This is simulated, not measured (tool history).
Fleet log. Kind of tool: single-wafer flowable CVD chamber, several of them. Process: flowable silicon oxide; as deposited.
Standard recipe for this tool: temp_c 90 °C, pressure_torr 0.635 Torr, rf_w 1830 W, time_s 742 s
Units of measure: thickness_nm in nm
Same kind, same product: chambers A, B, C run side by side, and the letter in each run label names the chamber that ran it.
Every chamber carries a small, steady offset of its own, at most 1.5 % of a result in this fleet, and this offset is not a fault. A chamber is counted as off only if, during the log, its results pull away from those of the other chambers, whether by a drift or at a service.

run   hour  temp_c  pressure_torr  rf_w  time_s  hours since the last thermocouple change  hours since the last RF generator calibration  hours since the last manometer calibration  read-back reference wafer on the same gauge, thickness_nm  thickness_nm
 1C   10.0      90          0.635  1830     742                                    1294.9                                         1127.3                                      1479.7                                                     398.97        449.88
 2B   19.5      90          0.635  1830     742                                    2228.9                                         1179.2                                        78.5                                                     398.79        458.35
 3A   30.0      90          0.635  1830     742                                     278.6                                         1642.5                                       219.9                                                     398.87        449.89
      38.1  -- chamber C: RF generator calibrated
 4B   43.4      90          0.635  1830     742                                    2252.8                                         1203.1                                       102.4                                                     398.96        457.04
 5C   58.7      90          0.635  1830     742                                    1343.6                                           20.6                                      1528.4                                                     399.20        450.38
 6A   69.2      90          0.635  1830     742                                     317.8                                         1681.7                                       259.1                                                     399.03        453.69
 7C   82.5      90          0.635  1830     742                                    1367.4                                           44.4                                      1552.2                                                     399.02        450.44
 8A   97.2      90          0.635  1830     742                                     345.8                                         1709.7                                       287.1                                                     398.90        449.99
 9B  112.2      90          0.635  1830     742                                    2321.6                                         1271.9                                       171.2                                                     399.08        459.04
10A  124.6      90          0.550  1830     742                                     373.2                                         1737.1                                       314.5                                                     398.82        368.55
11C  133.9      90          0.550  1830     742                                    1418.8                                           95.8                                      1603.6                                                     399.15        368.29
12B  141.2      90          0.550  1830     742                                    2350.6                                         1300.9                                       200.2                                                     399.17        369.77
     146.5  -- chamber A: RF generator calibrated
13C  157.6      90          0.635  1830     742                                    1442.5                                          119.5                                      1627.3                                                     398.90        446.11
14A  171.5      90          0.635  1830     742                                     420.1                                           25.1                                       361.4                                                     399.07        448.43
15B  183.1      90          0.635  1830     742                                    2392.5                                         1342.8                                       242.1                                                     399.05        457.84
16C  190.4      90          0.635  1830     742                                    1475.3                                          152.3                                      1660.1                                                     399.23        445.65
17A  205.7      90          0.635  1830     742                                     454.3                                           59.3                                       395.6                                                     398.92        451.43
18B  222.0      90          0.635  1830     742                                    2431.4                                         1381.7                                       281.0                                                     399.33        460.32
19C  230.0      90          0.635  1830     742                                    1514.9                                          191.9                                      1699.7                                                     399.18        444.06
20A  238.9      90          0.635  1830     742                                     487.5                                           92.5                                       428.8                                                     398.84        452.56
21B  253.1      90          0.729  1830     865                                    2462.5                                         1412.8                                       312.1                                                     399.02        648.40
22B  262.4      90          0.729  1830     865                                    2471.8                                         1422.1                                       321.4                                                     399.18        652.09
23A  275.1      90          0.729  1830     865                                     523.7                                          128.7                                       465.0                                                     398.75        631.49
24C  289.8      90          0.635  1830     742                                    1574.7                                          251.7                                      1759.5                                                     398.82        443.35
25C  301.0      78          0.635  1830     675                                    1585.9                                          262.9                                      1770.7                                                     399.26        576.17
26A  310.8      78          0.635  1830     675                                     559.4                                          164.4                                       500.7                                                     398.98        581.79
27B  318.7      78          0.635  1830     675                                    2528.1                                         1478.4                                       377.7                                                     398.54        590.08
28C  329.8      90          0.635  1830     742                                    1614.7                                          291.7                                      1799.5                                                     398.96        439.37
29A  343.7      90          0.635  1830     742                                     592.3                                          197.3                                       533.6                                                     398.84        452.83
30B  357.8      90          0.635  1830     742                                    2567.2                                         1517.5                                       416.8                                                     399.12        460.97
31B  370.7      90          0.635  1830     742                                    2580.1                                         1530.4                                       429.7                                                     399.24        457.91
32A  377.9      90          0.635  1830     742                                     626.5                                          231.5                                       567.8                                                     399.01        451.68
33C  392.7      90          0.635  1830     742                                    1677.6                                          354.6                                      1862.4                                                     398.98        438.96
34A  408.7      90          0.635  1830     742                                     657.3                                          262.3                                       598.6                                                     399.22        451.91
35B  424.9      90          0.635  1830     742                                    2634.3                                         1584.6                                       483.9                                                     399.28        458.96
36C  433.2      90          0.635  1830     742                                    1718.1                                          395.1                                      1902.9                                                     399.12        435.88
37A  441.9      90          0.635  1830     742                                     690.5                                          295.5                                       631.8                                                     399.19        451.72
38C  449.8      90          0.635  1830     742                                    1734.7                                          411.7                                      1919.5                                                     398.93        435.16
39B  460.1      90          0.483  1830     742                                    2669.5                                         1619.8                                       519.1                                                     399.05        307.15
     461.8  -- chamber B: RF generator calibrated
40A  468.9      90          0.483  1830     742                                     717.5                                          322.5                                       658.8                                                     399.27        306.41
     470.2  -- chamber B: thermocouple changed; heater temperature recalibrated
41B  478.0      90          0.483  1830     742                                       7.8                                           16.2                                       537.0                                                     398.74        306.02
42C  487.0      90          0.635  1830     742                                    1771.9                                          448.9                                      1956.7                                                     399.51        432.45
43A  500.5      90          0.577  1830     742                                     749.1                                          354.1                                       690.4                                                     399.08        394.55

All 3 chambers run these settings next. Forecast each chamber's results:
44A  512.3      90          0.504  1830     742                                                                                                                                                                                                             ?
44B  512.3      90          0.504  1830     742                                                                                                                                                                                                             ?
44C  512.3      90          0.504  1830     742                                                                                                                                                                                                             ?

run  thickness_nm
44A        324.46
44B        325.86
44C        314.89
